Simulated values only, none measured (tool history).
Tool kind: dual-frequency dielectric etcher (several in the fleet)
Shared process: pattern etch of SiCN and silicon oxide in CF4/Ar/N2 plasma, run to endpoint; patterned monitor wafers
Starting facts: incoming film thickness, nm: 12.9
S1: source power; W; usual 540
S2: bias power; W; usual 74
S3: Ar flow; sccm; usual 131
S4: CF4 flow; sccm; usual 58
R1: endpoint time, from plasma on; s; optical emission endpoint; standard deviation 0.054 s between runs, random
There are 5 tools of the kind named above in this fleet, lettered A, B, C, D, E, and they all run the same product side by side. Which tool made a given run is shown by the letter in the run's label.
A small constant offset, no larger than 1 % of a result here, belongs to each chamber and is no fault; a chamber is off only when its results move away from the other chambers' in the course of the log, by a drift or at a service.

{"run": "1C", "hour": 10.0, "S1": 540, "S2": 74, "S3": 131, "S4": 58, "R1": 13.661}
{"run": "2B", "hour": 17.7, "S1": 540, "S2": 74, "S3": 131, "S4": 58, "R1": 13.713}
{"run": "3D", "hour": 28.8, "S1": 540, "S2": 74, "S3": 131, "S4": 58, "R1": 13.55}
{"run": "4A", "hour": 43.0, "S1": 540, "S2": 74, "S3": 131, "S4": 58, "R1": 13.558}
{"run": "5E", "hour": 57.3, "S1": 540, "S2": 74, "S3": 131, "S4": 58, "R1": 13.524}
{"hour": 61.4, "done": "chamber A: wet clean of the chamber"}
{"hour": 62.7, "done": "chamber E: wet clean of the chamber"}
{"run": "6A", "hour": 68.7, "S1": 540, "S2": 74, "S3": 131, "S4": 58, "R1": 13.593}
{"run": "7D", "hour": 80.7, "S1": 540, "S2": 74, "S3": 131, "S4": 58, "R1": 13.657}
{"run": "8C", "hour": 90.9, "S1": 540, "S2": 74, "S3": 131, "S4": 58, "R1": 13.614}
{"run": "9E", "hour": 103.4, "S1": 540, "S2": 88, "S3": 131, "S4": 71, "R1": 12.326}
{"run": "10B", "hour": 117.3, "S1": 540, "S2": 88, "S3": 131, "S4": 71, "R1": 12.424}
{"run": "11D", "hour": 131.4, "S1": 540, "S2": 88, "S3": 131, "S4": 71, "R1": 12.377}
{"run": "12E", "hour": 138.8, "S1": 540, "S2": 88, "S3": 131, "S4": 71, "R1": 12.34}
{"run": "13A", "hour": 152.8, "S1": 540, "S2": 88, "S3": 131, "S4": 71, "R1": 12.357}
{"run": "14C", "hour": 168.3, "S1": 540, "S2": 74, "S3": 131, "S4": 58, "R1": 13.537}
{"run": "15B", "hour": 178.1, "S1": 540, "S2": 74, "S3": 131, "S4": 58, "R1": 13.671}
{"run": "16E", "hour": 189.2, "S1": 540, "S2": 74, "S3": 131, "S4": 58, "R1": 13.482}
{"run": "17A", "hour": 196.8, "S1": 590, "S2": 91, "S3": 131, "S4": 58, "R1": 11.713}
{"run": "18D", "hour": 204.8, "S1": 590, "S2": 91, "S3": 131, "S4": 58, "R1": 11.636}
{"run": "19C", "hour": 219.9, "S1": 590, "S2": 91, "S3": 131, "S4": 58, "R1": 11.722}
{"run": "20B", "hour": 231.7, "S1": 590, "S2": 91, "S3": 131, "S4": 58, "R1": 11.741}
{"run": "21D", "hour": 238.7, "S1": 590, "S2": 91, "S3": 131, "S4": 58, "R1": 11.608}
{"run": "22E", "hour": 252.9, "S1": 540, "S2": 74, "S3": 131, "S4": 58, "R1": 13.454}
{"hour": 259.7, "done": "chamber D: wet clean of the chamber"}
{"run": "23A", "hour": 266.3, "S1": 540, "S2": 74, "S3": 131, "S4": 58, "R1": 13.638}
{"run": "24C", "hour": 279.9, "S1": 540, "S2": 74, "S3": 131, "S4": 58, "R1": 13.626}
{"hour": 281.7, "done": "chamber B: wet clean of the chamber"}
{"run": "25B", "hour": 294.4, "S1": 540, "S2": 74, "S3": 131, "S4": 58, "R1": 13.776}
{"run": "26B", "hour": 306.2, "S1": 540, "S2": 74, "S3": 131, "S4": 58, "R1": 13.685}
{"run": "27C", "hour": 320.3, "S1": 540, "S2": 74, "S3": 131, "S4": 58, "R1": 13.555}
{"run": "28D", "hour": 327.3, "S1": 540, "S2": 74, "S3": 131, "S4": 58, "R1": 13.581}
{"run": "29A", "hour": 338.8, "S1": 540, "S2": 74, "S3": 131, "S4": 58, "R1": 13.693}
{"run": "30E", "hour": 348.6, "S1": 540, "S2": 74, "S3": 131, "S4": 58, "R1": 13.448}
{"run": "31D", "hour": 359.3, "S1": 540, "S2": 74, "S3": 131, "S4": 58, "R1": 13.516}
{"hour": 364.6, "done": "chamber C: wet clean of the chamber"}
{"run": "32B", "hour": 371.2, "S1": 540, "S2": 74, "S3": 131, "S4": 58, "R1": 13.665}
{"run": "33E", "hour": 385.8, "S1": 540, "S2": 74, "S3": 131, "S4": 58, "R1": 13.451}
{"run": "34A", "hour": 396.6, "S1": 540, "S2": 74, "S3": 131, "S4": 58, "R1": 13.57}
{"run": "35C", "hour": 403.9, "S1": 540, "S2": 74, "S3": 131, "S4": 58, "R1": 13.6}
{"run": "36B", "hour": 411.3, "S1": 540, "S2": 74, "S3": 131, "S4": 58, "R1": 13.715}

The same settings go to every chamber for the next run, one line per chamber below. Forecast the results for each:
{"run": "37A", "hour": 422.8, "S1": 450, "S2": 74, "S3": 131, "S4": 58, "R1": "?"}
{"run": "37B", "hour": 422.8, "S1": 450, "S2": 74, "S3": 131, "S4": 58, "R1": "?"}
{"run": "37C", "hour": 422.8, "S1": 450, "S2": 74, "S3": 131, "S4": 58, "R1": "?"}
{"run": "37D", "hour": 422.8, "S1": 450, "S2": 74, "S3": 131, "S4": 58, "R1": "?"}
{"run": "37E", "hour": 422.8, "S1": 450, "S2": 74, "S3": 131, "S4": 58, "R1": "?"}

run=37A R1=16.013
run=37B R1=16.044
run=37C R1=15.904
run=37D R1=15.761
run=37E R1=15.783
